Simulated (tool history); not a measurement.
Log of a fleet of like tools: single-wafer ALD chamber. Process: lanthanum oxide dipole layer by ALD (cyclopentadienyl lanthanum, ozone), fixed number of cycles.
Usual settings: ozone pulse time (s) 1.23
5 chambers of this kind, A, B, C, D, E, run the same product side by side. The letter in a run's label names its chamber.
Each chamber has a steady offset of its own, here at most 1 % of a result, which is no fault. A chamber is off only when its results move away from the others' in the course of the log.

| run | hour | ozone pulse time (s) | read-back reference wafer on the same gauge, thickness_nm | mean film thickness on the monitor wafer (angstrom) |
|---|---|---|---|---|
| 1C | 11.2 | 1.23 | 0.60184 | 5.2933 |
| 2D | 19.9 | 1.23 | 0.60167 | 5.3051 |
| 3A | 30.5 | 1.23 | 0.60181 | 5.2801 |
| 4E | 38.3 | 1.23 | 0.60147 | 5.3099 |
| 5B | 49.0 | 0.79 | 0.60153 | 4.5704 |
|  | 57.3 | chamber A: thermocouple changed; heater temperature recalibrated |
| 6C | 58.0 | 0.79 | 0.60169 | 4.6055 |
|  | 66.3 | chamber B: thermocouple changed; heater temperature recalibrated |
| 7B | 69.7 | 0.79 | 0.60147 | 4.5652 |
| 8D | 78.8 | 0.79 | 0.60132 | 4.6387 |
| 9A | 87.3 | 0.79 | 0.60151 | 4.5877 |
| 10E | 99.9 | 1.23 | 0.60115 | 5.3215 |
| 11B | 111.2 | 1.23 | 0.60111 | 5.2521 |
| 12C | 118.5 | 0.87 | 0.60119 | 4.7740 |
| 13A | 127.3 | 0.87 | 0.60095 | 4.7524 |
| 14E | 134.9 | 0.87 | 0.60071 | 4.7899 |
|  | 136.8 | chamber E: ozone generator serviced |
| 15D | 141.4 | 0.87 | 0.60082 | 4.7977 |
| 16C | 147.0 | 0.87 | 0.60075 | 4.7763 |
| 17D | 155.6 | 1.23 | 0.60079 | 5.2998 |
| 18A | 166.4 | 1.23 | 0.60064 | 5.2662 |
| 19E | 176.2 | 1.23 | 0.60049 | 5.3056 |
| 20B | 182.0 | 1.23 | 0.60060 | 5.2475 |
| 21C | 189.7 | 0.95 | 0.60064 | 4.9012 |
| 22E | 202.0 | 0.95 | 0.60028 | 4.9378 |
| 23D | 211.2 | 0.95 | 0.60029 | 4.9450 |
| 24B | 223.4 | 0.95 | 0.60023 | 4.8786 |
| 25A | 229.4 | 0.95 | 0.60023 | 4.8974 |
| 26D | 235.7 | 1.23 | 0.60006 | 5.3000 |
| 27B | 242.8 | 0.79 | 0.60003 | 4.5435 |
| 28E | 249.7 | 0.79 | 0.59993 | 4.6164 |
| 29C | 255.4 | 0.79 | 0.59991 | 4.6028 |
| 30A | 263.1 | 0.79 | 0.59992 | 4.5862 |
| 31D | 271.6 | 0.79 | 0.59984 | 4.6211 |
| 32B | 277.2 | 1.23 | 0.59974 | 5.2359 |
| 33A | 287.0 | 1.23 | 0.59963 | 5.2730 |
| 34E | 299.3 | 1.23 | 0.59965 | 5.2947 |
| 35C | 309.9 | 1.23 | 0.59947 | 5.2686 |
| 36A | 317.2 | 1.23 | 0.59950 | 5.2631 |
| 37D | 324.4 | 1.49 | 0.59957 | 5.4990 |

All 5 chambers run these settings next. Forecast each chamber's results:
| 38A | 333.4 | 1.02 |  | ? |
| 38B | 333.4 | 1.02 |  | ? |
| 38C | 333.4 | 1.02 |  | ? |
| 38D | 333.4 | 1.02 |  | ? |
| 38E | 333.4 | 1.02 |  | ? |

| run | mean film thickness on the monitor wafer (angstrom) |
|---|---|
| 38A | 5.0031 |
| 38B | 4.9816 |
| 38C | 5.0159 |
| 38D | 5.0361 |
| 38E | 5.0303 |
